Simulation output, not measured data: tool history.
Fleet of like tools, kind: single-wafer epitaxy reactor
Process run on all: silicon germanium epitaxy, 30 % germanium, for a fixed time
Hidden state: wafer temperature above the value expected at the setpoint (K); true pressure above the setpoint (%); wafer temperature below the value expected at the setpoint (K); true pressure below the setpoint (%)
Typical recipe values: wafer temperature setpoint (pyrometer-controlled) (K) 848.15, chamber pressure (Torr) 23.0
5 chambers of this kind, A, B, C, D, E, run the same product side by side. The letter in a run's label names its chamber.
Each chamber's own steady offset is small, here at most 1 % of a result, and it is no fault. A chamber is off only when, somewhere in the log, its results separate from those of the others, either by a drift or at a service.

run    day  wafer temperature setpoint (pyrometer-controlled) (K)  chamber pressure (Torr)  hours since the last pyrometer calibration  hours since the last manometer calibration  read-back reference wafer on the same gauge, thickness_nm  mean film thickness on the monitor wafer (Å)
 1E  0.208                                                 848.15                     23.0                                       549.6                                        90.4                                                     34.202                                        390.14
 2C  0.550                                                 848.15                     23.0                                       635.5                                       679.0                                                     34.184                                        389.21
 3A  0.812                                                 848.15                     23.0                                       265.4                                       197.4                                                     34.188                                        388.28
 4B  1.121                                                 848.15                     23.0                                       628.5                                       574.4                                                     34.176                                        389.27
 5D  1.379                                                 848.15                     23.0                                       251.9                                       795.0                                                     34.182                                        393.69
 6D  1.554                                                 848.15                     23.0                                       256.1                                       799.2                                                     34.161                                        392.01
 7B  1.796                                                 848.15                     23.0                                       644.7                                       590.6                                                     34.169                                        389.74
 8E  2.133                                                 848.15                     23.0                                       595.8                                       136.6                                                     34.153                                        389.69
 9A  2.400                                                 848.15                     23.0                                       303.5                                       235.5                                                     34.161                                        387.32
10C  2.612                                                 848.15                     23.0                                       685.0                                       728.5                                                     34.140                                        388.20
11B  2.829                                                 838.15                     18.3                                       669.5                                       615.4                                                     34.142                                        291.36
12C  3.012                                                 838.15                     18.3                                       694.6                                       738.1                                                     34.131                                        291.65
13D  3.221                                                 838.15                     18.3                                       296.1                                       839.2                                                     34.129                                        292.77
14A  3.504                                                 838.15                     18.3                                       330.0                                       262.0                                                     34.137                                        290.69
15E  3.804                                                 838.15                     18.3                                       635.9                                       176.7                                                     34.131                                        292.41
16B  4.100                                                 848.15                     23.0                                       700.0                                       645.9                                                     34.126                                        389.40
17D  4.454                                                 848.15                     23.0                                       325.7                                       868.8                                                     34.119                                        391.93
18C  4.658                                                 848.15                     23.0                                       734.1                                       777.6                                                     34.113                                        388.55
19A  4.896                                                 848.15                     23.0                                       363.4                                       295.4                                                     34.101                                        387.09
20E  5.258                                                 848.15                     23.0                                       670.8                                       211.6                                                     34.095                                        388.66
21E  5.625                                                 848.15                     23.0                                       679.6                                       220.4                                                     34.098                                        390.08
22D  5.879                                                 848.15                     23.0                                       359.9                                       903.0                                                     34.087                                        392.22
23C  6.229                                                 837.15                     20.9                                       771.8                                       815.3                                                     34.072                                        300.93
24B  6.442                                                 837.15                     20.9                                       756.2                                       702.1                                                     34.078                                        301.07
25A  6.712                                                 837.15                     20.9                                       407.0                                       339.0                                                     34.070                                        299.81
26C  6.979                                                 837.15                     20.9                                       789.8                                       833.3                                                     34.064                                        301.52
27E  7.288                                                 837.15                     20.9                                       719.5                                       260.3                                                     34.054                                        301.66
28D  7.608                                                 848.15                     23.0                                       401.4                                       944.5                                                     34.064                                        390.28
29A  7.846                                                 848.15                     23.0                                       434.2                                       366.2                                                     34.056                                        386.45
30B  8.054                                                 848.15                     23.0                                       794.9                                       740.8                                                     34.045                                        389.11
31E  8.242                                                 848.15                     23.0                                       742.4                                       283.2                                                     34.041                                        388.14
32B  8.400                                                 848.15                     23.0                                       803.2                                       749.1                                                     34.035                                        388.91
33A  8.608                                                 848.15                     23.0                                       452.5                                       384.5                                                     34.030                                        386.49
34C  8.938                                                 848.15                     25.8                                       836.8                                       880.3                                                     34.019                                        405.69

All 5 chambers run these settings next. Forecast each chamber's results:
35A  9.204                                                 848.15                     23.0                                                                                                                                                                                                ?
35B  9.204                                                 848.15                     23.0                                                                                                                                                                                                ?
35C  9.204                                                 848.15                     23.0                                                                                                                                                                                                ?
35D  9.204                                                 848.15                     23.0                                                                                                                                                                                                ?
35E  9.204                                                 848.15                     23.0                                                                                                                                                                                                ?

run  mean film thickness on the monitor wafer (Å)
35A                                        386.26
35B                                        387.85
35C                                        386.58
35D                                        390.68
35E                                        387.62
